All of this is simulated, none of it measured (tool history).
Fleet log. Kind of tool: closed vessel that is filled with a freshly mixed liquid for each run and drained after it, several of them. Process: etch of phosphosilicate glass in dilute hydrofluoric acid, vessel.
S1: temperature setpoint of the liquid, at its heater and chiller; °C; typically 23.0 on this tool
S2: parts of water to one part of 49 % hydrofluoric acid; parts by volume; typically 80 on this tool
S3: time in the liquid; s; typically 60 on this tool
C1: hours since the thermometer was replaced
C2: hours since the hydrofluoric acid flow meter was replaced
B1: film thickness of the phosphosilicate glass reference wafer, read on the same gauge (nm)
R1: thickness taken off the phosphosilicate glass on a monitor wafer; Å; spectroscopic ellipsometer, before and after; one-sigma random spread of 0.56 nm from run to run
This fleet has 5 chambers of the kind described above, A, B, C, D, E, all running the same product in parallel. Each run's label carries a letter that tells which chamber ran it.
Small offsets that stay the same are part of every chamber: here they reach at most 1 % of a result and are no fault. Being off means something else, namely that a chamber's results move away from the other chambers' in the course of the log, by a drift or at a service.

| run | hour | S1 | S2 | S3 | C1 | C2 | B1 | R1 |
|---|---|---|---|---|---|---|---|---|
| 1B | 6.3 | 23.0 | 80 | 60 | 1830.4 | 339.6 | 79.998 | 811.28 |
| 2C | 11.4 | 23.0 | 80 | 60 | 955.0 | 147.8 | 79.980 | 812.34 |
| 3D | 18.5 | 23.0 | 80 | 60 | 561.2 | 1207.8 | 79.985 | 808.02 |
| 4A | 26.6 | 23.0 | 80 | 60 | 1032.6 | 711.9 | 79.980 | 813.07 |
| 5E | 34.9 | 23.0 | 80 | 60 | 748.6 | 409.8 | 79.986 | 819.25 |
| 6E | 43.3 | 23.0 | 80 | 60 | 757.0 | 418.2 | 79.986 | 807.89 |
| 7B | 49.7 | 23.0 | 80 | 60 | 1873.8 | 383.0 | 80.012 | 812.98 |
| 8C | 56.4 | 23.0 | 80 | 60 | 1000.0 | 192.8 | 79.977 | 815.79 |
| 9A | 63.2 | 23.0 | 80 | 60 | 1069.2 | 748.5 | 79.992 | 806.47 |
| 10D | 71.8 | 23.0 | 80 | 60 | 614.5 | 1261.1 | 80.001 | 816.82 |
| 11A | 77.3 | 23.0 | 80 | 60 | 1083.3 | 762.6 | 80.020 | 815.45 |
| 12B | 82.8 | 23.0 | 80 | 60 | 1906.9 | 416.1 | 79.964 | 800.33 |
|  | 83.8 | chamber B: thermometer replaced |
| 13E | 90.2 | 23.0 | 80 | 60 | 803.9 | 465.1 | 80.014 | 813.50 |
| 14D | 96.2 | 23.0 | 80 | 60 | 638.9 | 1285.5 | 79.969 | 830.63 |
| 15C | 106.2 | 23.0 | 80 | 60 | 1049.8 | 242.6 | 80.005 | 815.40 |
| 16E | 111.1 | 23.0 | 80 | 60 | 824.8 | 486.0 | 80.014 | 807.32 |
| 17A | 116.8 | 23.0 | 80 | 60 | 1122.8 | 802.1 | 79.963 | 817.70 |
| 18D | 124.9 | 23.0 | 80 | 60 | 667.6 | 1314.2 | 79.995 | 808.62 |
| 19B | 131.3 | 23.0 | 80 | 60 | 47.5 | 464.6 | 80.012 | 810.57 |
| 20C | 141.4 | 25.5 | 80 | 85 | 1085.0 | 277.8 | 79.972 | 1279.40 |
| 21A | 147.9 | 25.5 | 80 | 85 | 1153.9 | 833.2 | 80.008 | 1278.30 |
| 22C | 152.9 | 25.5 | 80 | 85 | 1096.5 | 289.3 | 80.002 | 1275.60 |
| 23B | 160.7 | 25.5 | 80 | 85 | 76.9 | 494.0 | 79.966 | 1274.00 |
| 24E | 168.9 | 25.5 | 80 | 85 | 882.6 | 543.8 | 80.012 | 1264.50 |
| 25D | 177.6 | 23.0 | 80 | 60 | 720.3 | 1366.9 | 80.009 | 820.06 |
| 26B | 182.1 | 23.0 | 80 | 60 | 98.3 | 515.4 | 79.972 | 803.42 |
| 27C | 191.1 | 23.0 | 80 | 60 | 1134.7 | 327.5 | 79.954 | 818.73 |
| 28A | 196.2 | 23.0 | 80 | 60 | 1202.2 | 881.5 | 80.035 | 826.45 |
| 29D | 204.8 | 23.0 | 80 | 60 | 747.5 | 1394.1 | 80.021 | 826.51 |
| 30E | 213.2 | 23.0 | 80 | 60 | 926.9 | 588.1 | 79.975 | 815.03 |
| 31E | 218.8 | 23.0 | 80 | 60 | 932.5 | 593.7 | 79.984 | 819.85 |
| 32B | 227.0 | 23.0 | 80 | 60 | 143.2 | 560.3 | 80.003 | 815.85 |

Has any chamber moved away from the others, gradually or after a service, or does the common gauge drift, or do the chambers differ only by their own small steady offsets? State the chamber and the most likely cause if one applies.

No chamber is off and the gauge is stable; the differences are just each chamber's small, constant offset.

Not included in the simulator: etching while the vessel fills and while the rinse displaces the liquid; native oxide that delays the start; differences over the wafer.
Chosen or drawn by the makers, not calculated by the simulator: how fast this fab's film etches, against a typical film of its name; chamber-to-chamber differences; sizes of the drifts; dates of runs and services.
